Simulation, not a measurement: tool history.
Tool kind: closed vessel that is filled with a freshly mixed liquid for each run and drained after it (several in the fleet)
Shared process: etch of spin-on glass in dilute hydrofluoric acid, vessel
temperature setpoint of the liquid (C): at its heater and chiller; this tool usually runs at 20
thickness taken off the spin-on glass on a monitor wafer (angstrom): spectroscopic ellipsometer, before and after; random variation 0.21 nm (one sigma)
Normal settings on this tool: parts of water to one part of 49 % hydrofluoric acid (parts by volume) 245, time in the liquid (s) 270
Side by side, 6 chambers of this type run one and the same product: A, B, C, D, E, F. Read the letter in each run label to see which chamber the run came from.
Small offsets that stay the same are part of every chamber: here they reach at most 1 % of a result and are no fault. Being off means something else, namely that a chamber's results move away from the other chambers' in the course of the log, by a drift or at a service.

| run | hour | temperature setpoint of the liquid (C) | parts of water to one part of 49 % hydrofluoric acid (parts by volume) | time in the liquid (s) | hours since the thermometer was replaced | hours since the hydrofluoric acid flow meter was replaced | read-back film thickness of the spin-on glass reference wafer, read on the same gauge (nm) | thickness taken off the spin-on glass on a monitor wafer (angstrom) |
|---|---|---|---|---|---|---|---|---|
| 1A | 11.3 | 20 | 245 | 270 | 666 | 737.7 | 89.971 | 204.21 |
| 2D | 20 | 20 | 245 | 270 | 1418.3 | 347.6 | 89.991 | 212.71 |
| 3B | 33.5 | 20 | 245 | 270 | 1798 | 347.5 | 90.005 | 206.24 |
|  | 34.8 | chamber A: hydrofluoric acid flow meter replaced |
| 4C | 41.2 | 20 | 245 | 270 | 1400.7 | 1708.7 | 90.035 | 205.03 |
| 5E | 48.7 | 20 | 245 | 270 | 142.2 | 606.8 | 90.025 | 206.63 |
| 6F | 62.2 | 20 | 245 | 270 | 779.4 | 1206 | 90.032 | 208.83 |
| 7D | 73.5 | 20 | 245 | 270 | 1471.8 | 401.1 | 89.989 | 206.48 |
| 8F | 81.3 | 20 | 245 | 270 | 798.5 | 1225.1 | 89.991 | 208.23 |
| 9C | 94.1 | 17 | 145 | 270 | 1453.6 | 1761.6 | 90.008 | 337.42 |
| 10E | 101.2 | 17 | 145 | 270 | 194.7 | 659.3 | 89.985 | 344.68 |
| 11A | 110.2 | 17 | 145 | 270 | 764.9 | 75.4 | 90.023 | 336.19 |
| 12B | 123.8 | 17 | 145 | 270 | 1888.3 | 437.8 | 90.011 | 333.7 |
| 13B | 137.7 | 17 | 145 | 270 | 1902.2 | 451.7 | 90.008 | 337.51 |
| 14D | 146.1 | 17 | 145 | 270 | 1544.4 | 473.7 | 90.01 | 341.83 |
| 15F | 159.6 | 20 | 290 | 270 | 876.8 | 1303.4 | 90.001 | 168.87 |
| 16C | 172 | 20 | 290 | 270 | 1531.5 | 1839.5 | 90.005 | 165.88 |
| 17A | 185.2 | 20 | 290 | 270 | 839.9 | 150.4 | 89.972 | 162.13 |
| 18E | 191.8 | 20 | 290 | 270 | 285.3 | 749.9 | 90 | 167.82 |
| 19F | 198.2 | 20 | 290 | 270 | 915.4 | 1342 | 89.991 | 169.31 |
| 20E | 209.1 | 20 | 290 | 270 | 302.6 | 767.2 | 90.007 | 165.67 |
| 21C | 219.5 | 20 | 245 | 270 | 1579 | 1887 | 89.98 | 208.62 |
| 22A | 233.9 | 20 | 245 | 270 | 888.6 | 199.1 | 89.979 | 200.39 |
| 23B | 242.4 | 20 | 245 | 270 | 2006.9 | 556.4 | 89.979 | 207.83 |
| 24D | 253.8 | 20 | 245 | 270 | 1652.1 | 581.4 | 90.01 | 209.49 |
| 25B | 265.1 | 20 | 245 | 270 | 2029.6 | 579.1 | 89.995 | 207.36 |
| 26D | 275 | 20 | 140 | 270 | 1673.3 | 602.6 | 89.999 | 404.16 |
|  | 280.7 | chamber D: hydrofluoric acid flow meter replaced |
| 27A | 284.2 | 20 | 140 | 270 | 938.9 | 249.4 | 89.997 | 379.61 |
| 28F | 298.2 | 20 | 140 | 270 | 1015.4 | 1442 | 89.993 | 406.24 |
|  | 303.1 | chamber F: thermometer replaced |
| 29C | 308.8 | 20 | 140 | 270 | 1668.3 | 1976.3 | 90.007 | 409.98 |
| 30E | 322.5 | 20 | 140 | 270 | 416 | 880.6 | 90.012 | 410.6 |
| 31E | 337 | 20 | 140 | 270 | 430.5 | 895.1 | 89.973 | 400.28 |
| 32C | 344.9 | 20 | 245 | 270 | 1704.4 | 2012.4 | 89.981 | 210.19 |
|  | 350.6 | chamber C: hydrofluoric acid flow meter replaced |
| 33D | 356.7 | 20 | 245 | 270 | 1755 | 76 | 89.986 | 209.99 |
| 34A | 370 | 20 | 245 | 270 | 1024.7 | 335.2 | 89.992 | 195.22 |
| 35B | 379 | 20 | 245 | 270 | 2143.5 | 693 | 89.99 | 207.79 |
| 36F | 385.7 | 20 | 245 | 270 | 82.7 | 1529.5 | 89.999 | 209.37 |
| 37A | 395.1 | 20 | 245 | 270 | 1049.8 | 360.3 | 90.015 | 196.58 |
| 38C | 404.9 | 20 | 245 | 270 | 1764.4 | 54.4 | 89.982 | 209.57 |
| 39E | 415.7 | 20 | 245 | 270 | 509.2 | 973.8 | 90.011 | 203.46 |
| 40B | 429.3 | 20 | 245 | 185 | 2193.8 | 743.3 | 89.97 | 142.07 |
| 41D | 441.6 | 20 | 245 | 185 | 1839.9 | 160.9 | 90.006 | 140.88 |

Predict what each chamber gives when all 6 of them run the settings below next.
| 42A | 452.1 | 20 | 245 | 355 |  |  |  | ? |
| 42B | 452.1 | 20 | 245 | 355 |  |  |  | ? |
| 42C | 452.1 | 20 | 245 | 355 |  |  |  | ? |
| 42D | 452.1 | 20 | 245 | 355 |  |  |  | ? |
| 42E | 452.1 | 20 | 245 | 355 |  |  |  | ? |
| 42F | 452.1 | 20 | 245 | 355 |  |  |  | ? |

| run | thickness taken off the spin-on glass on a monitor wafer (angstrom) |
|---|---|
| 42A | 256.15 |
| 42B | 268.26 |
| 42C | 276.12 |
| 42D | 275.74 |
| 42E | 273.75 |
| 42F | 279.21 |
